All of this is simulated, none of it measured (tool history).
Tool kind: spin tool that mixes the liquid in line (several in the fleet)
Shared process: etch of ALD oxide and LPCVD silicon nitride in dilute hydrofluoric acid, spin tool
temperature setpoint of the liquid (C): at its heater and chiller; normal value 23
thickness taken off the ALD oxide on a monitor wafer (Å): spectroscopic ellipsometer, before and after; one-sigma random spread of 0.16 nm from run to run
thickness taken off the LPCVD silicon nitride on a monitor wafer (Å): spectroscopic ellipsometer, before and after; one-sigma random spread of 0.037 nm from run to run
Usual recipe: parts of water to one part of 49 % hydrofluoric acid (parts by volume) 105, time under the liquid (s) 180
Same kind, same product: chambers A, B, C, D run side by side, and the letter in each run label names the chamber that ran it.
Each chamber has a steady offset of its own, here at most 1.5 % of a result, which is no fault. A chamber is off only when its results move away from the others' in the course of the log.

run	hour	temperature setpoint of the liquid (C)	parts of water to one part of 49 % hydrofluoric acid (parts by volume)	time under the liquid (s)	hours since the thermometer was replaced	hours since the hydrofluoric acid flow meter was replaced	read-back film thickness of the ALD oxide reference wafer, read on the same gauge (nm)	read-back film thickness of the LPCVD silicon nitride reference wafer, read on the same gauge (nm)	thickness taken off the ALD oxide on a monitor wafer (Å)	thickness taken off the LPCVD silicon nitride on a monitor wafer (Å)
1C	4.9	23	105	180	904.1	427.2	49.982	140.08	283.41	8.1159
2A	11.3	23	105	180	276.2	367.7	49.986	140	285.42	8.4347
3B	17.3	23	105	180	2886.9	341.4	49.982	139.98	280.24	8.51
4D	20.7	23	105	180	472.2	988.1	50.023	140.02	280.01	7.6042
5A	23.9	23	105	180	288.8	380.3	50.049	140.05	287.58	8.5898
6D	28.3	23	105	180	479.8	995.7	49.985	140.03	278.96	8.2943
7C	34.2	23	105	180	933.4	456.5	50.01	140	286.09	8.0521
8B	37.8	23	105	180	2907.4	361.9	50.045	140.02	279.43	8.0071
9C	41	23	105	180	940.2	463.3	50.037	139.97	287.23	8.0678
10D	43.8	23	105	180	495.3	1011.2	50.002	140.01	279.01	8.568
11A	49	23	105	180	313.9	405.4	50.03	140.03	285.95	8.6436
12B	55.1	23	105	180	2924.7	379.2	49.994	140.01	282.95	8.0388
13C	59.4	23	105	180	958.6	481.7	50.035	139.98	284.33	8.088
14B	62.9	23	105	180	2932.5	387	49.98	139.97	281.07	7.7466
15A	67.7	23	105	180	332.6	424.1	49.982	140.03	282.65	8.7671
16D	72.3	23	105	180	523.8	1039.7	49.972	140.02	281.4	8.7185
17B	77.2	23	105	180	2946.8	401.3	49.996	140.01	282.44	8.1936
18A	80.4	23	105	180	345.3	436.8	49.97	139.99	277.3	7.6121
19C	83.9	23	105	180	983.1	506.2	50.003	139.96	284.9	8.4149
20D	87.2	23	105	180	538.7	1054.6	49.982	139.94	283.88	7.6857
21C	92.4	23	105	90	991.6	514.7	50.014	140.01	142.88	4.1328
22D	96.6	23	105	90	548.1	1064	49.955	139.98	140.86	4.0676
23A	101.7	23	105	90	366.6	458.1	49.972	139.95	134.57	3.8553
24B	106.8	23	105	90	2976.4	430.9	49.994	140.01	139.56	4.0986
25B	112.5	23	105	180	2982.1	436.6	50.008	140.03	283.02	8.3588
26C	116.9	23	105	180	1016.1	539.2	50.028	140.01	284.03	8.232

Predict what each chamber gives when all 4 of them run the settings below next.
27A	121.4	23	105	180					?	?
27B	121.4	23	105	180					?	?
27C	121.4	23	105	180					?	?
27D	121.4	23	105	180					?	?

run	thickness taken off the ALD oxide on a monitor wafer (Å)	thickness taken off the LPCVD silicon nitride on a monitor wafer (Å)
27A	265.93	7.4761
27B	279.79	8.0905
27C	285.87	8.0182
27D	285.08	8.8533
